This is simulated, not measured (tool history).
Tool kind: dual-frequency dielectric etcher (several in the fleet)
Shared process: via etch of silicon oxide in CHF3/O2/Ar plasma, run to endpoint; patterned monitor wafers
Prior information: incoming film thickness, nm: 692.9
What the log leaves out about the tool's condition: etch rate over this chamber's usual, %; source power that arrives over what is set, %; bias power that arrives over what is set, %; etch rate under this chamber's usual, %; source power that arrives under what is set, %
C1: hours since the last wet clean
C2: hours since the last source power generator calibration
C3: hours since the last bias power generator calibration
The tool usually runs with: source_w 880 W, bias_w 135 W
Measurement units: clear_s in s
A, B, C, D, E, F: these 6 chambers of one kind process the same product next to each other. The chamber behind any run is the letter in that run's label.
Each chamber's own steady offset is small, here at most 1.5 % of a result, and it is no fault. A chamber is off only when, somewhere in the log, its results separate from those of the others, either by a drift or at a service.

Run 1A, hour 4.2: usual settings; C1 5.8; C2 719.7; C3 3055.3. Result: clear_s 337.18 s.
Run 2E, hour 7.2: usual settings; C1 101.4; C2 1491.4; C3 1460. Result: clear_s 331.53 s.
Run 3F, hour 9.4: usual settings; C1 92.8; C2 2933.5; C3 3938. Result: clear_s 329.02 s.
Run 4D, hour 13: usual settings; C1 25.1; C2 1332; C3 965.6. Result: clear_s 336.92 s.
Run 5B, hour 16: usual settings; C1 46.4; C2 2287.1; C3 598.9. Result: clear_s 329.44 s.
Run 6C, hour 19.6: usual settings; C1 98.7; C2 480; C3 402.9. Result: clear_s 334.45 s.
Run 7A, hour 24.4: usual settings; C1 26; C2 739.9; C3 3075.5. Result: clear_s 331.67 s.
Run 8E, hour 26.9: usual settings but bias_w 109 W; C1 121.1; C2 1511.1; C3 1479.7. Result: clear_s 357.21 s.
Run 9D, hour 30: usual settings but bias_w 109 W; C1 42.1; C2 1349; C3 982.6. Result: clear_s 350.38 s.
Run 10F, hour 32.5: usual settings but bias_w 109 W; C1 115.9; C2 2956.6; C3 3961.1. Result: clear_s 350.35 s.
Run 11B, hour 35.2: usual settings but bias_w 109 W; C1 65.6; C2 2306.3; C3 618.1. Result: clear_s 351.95 s.
Run 12C, hour 39.8: usual settings but bias_w 109 W; C1 118.9; C2 500.2; C3 423.1. Result: clear_s 349.76 s.
Run 13F, hour 43.7: usual settings but bias_w 109 W; C1 127.1; C2 2967.8; C3 3972.3. Result: clear_s 354.02 s.
Run 14C, hour 47.6: usual settings; C1 126.7; C2 508; C3 430.9. Result: clear_s 334.11 s.
Run 15D, hour 52.4: usual settings but source_w 810 W; C1 64.5; C2 1371.4; C3 1005. Result: clear_s 342.79 s.
Run 16B, hour 56.4: usual settings but source_w 810 W; C1 86.8; C2 2327.5; C3 639.3. Result: clear_s 343.92 s.
Run 17A, hour 58.8: usual settings but source_w 810 W; C1 60.4; C2 774.3; C3 3109.9. Result: clear_s 346.05 s.
Run 18E, hour 62.3: usual settings but source_w 810 W; C1 156.5; C2 1546.5; C3 1515.1. Result: clear_s 351.48 s.
Run 19F, hour 64.8: usual settings but source_w 810 W; C1 148.2; C2 2988.9; C3 3993.4. Result: clear_s 338.28 s.
Run 20C, hour 68.6: usual settings but source_w 810 W; C1 147.7; C2 529; C3 451.9. Result: clear_s 342.64 s.
Run 21A, hour 70.9: usual settings; C1 72.5; C2 786.4; C3 3122. Result: clear_s 327.2 s.
Run 22D, hour 73.9: usual settings; C1 86; C2 1392.9; C3 1026.5. Result: clear_s 329.7 s.
Run 23B, hour 78.4: usual settings; C1 108.8; C2 2349.5; C3 661.3. Result: clear_s 326.9 s.
Run 24E, hour 82.6: usual settings but bias_w 159 W; C1 176.8; C2 1566.8; C3 1535.4. Result: clear_s 318.09 s.
Run 25B, hour 85.9: usual settings but bias_w 159 W; C1 116.3; C2 2357; C3 668.8. Result: clear_s 315.59 s.
Run 26F, hour 90.1: usual settings but bias_w 159 W; C1 173.5; C2 3014.2; C3 4018.7. Result: clear_s 317.91 s.
Run 27C, hour 92.7: usual settings but bias_w 159 W; C1 171.8; C2 553.1; C3 476. Result: clear_s 314.31 s.
Run 28E, hour 97.1: usual settings but bias_w 159 W; C1 191.3; C2 1581.3; C3 1549.9. Result: clear_s 326.18 s.
Run 29D, hour 101.2: usual settings but bias_w 159 W; C1 113.3; C2 1420.2; C3 1053.8. Result: clear_s 311.8 s.
Run 30A, hour 104.2: usual settings; C1 105.8; C2 819.7; C3 3155.3. Result: clear_s 336.83 s.
Run 31B, hour 107.2: usual settings; C1 137.6; C2 2378.3; C3 690.1. Result: clear_s 334.18 s.
Run 32D, hour 110.1: usual settings; C1 122.2; C2 1429.1; C3 1062.7. Result: clear_s 328.32 s.
Run 33F, hour 114.2: usual settings; C1 197.6; C2 3038.3; C3 4042.8. Result: clear_s 324.9 s.
Run 34C, hour 117: usual settings; C1 196.1; C2 577.4; C3 500.3. Result: clear_s 333.32 s.
Run 35E, hour 121: usual settings; C1 215.2; C2 1605.2; C3 1573.8. Result: clear_s 335.97 s.
Run 36A, hour 123.7: usual settings; C1 125.3; C2 839.2; C3 3174.8. Result: clear_s 333.43 s.
Run 37C, hour 127: usual settings; C1 206.1; C2 587.4; C3 510.3. Result: clear_s 331.84 s.
Run 38E, hour 130.3: usual settings; C1 224.5; C2 1614.5; C3 1583.1. Result: clear_s 344.14 s.
Run 39D, hour 134.2: usual settings; C1 146.3; C2 1453.2; C3 1086.8. Result: clear_s 328.85 s.

Next, all 6 chambers run the settings below, one line each with question marks for the results. What does each chamber give?
Run 40A, hour 137.7: usual settings but bias_w 154 W. Result: clear_s ?.
Run 40B, hour 137.7: usual settings but bias_w 154 W. Result: clear_s ?.
Run 40C, hour 137.7: usual settings but bias_w 154 W. Result: clear_s ?.
Run 40D, hour 137.7: usual settings but bias_w 154 W. Result: clear_s ?.
Run 40E, hour 137.7: usual settings but bias_w 154 W. Result: clear_s ?.
Run 40F, hour 137.7: usual settings but bias_w 154 W. Result: clear_s ?.

run  clear_s
40A   318.91
40B   325.93
40C   318.85
40D    318.2
40E   325.33
40F   317.77
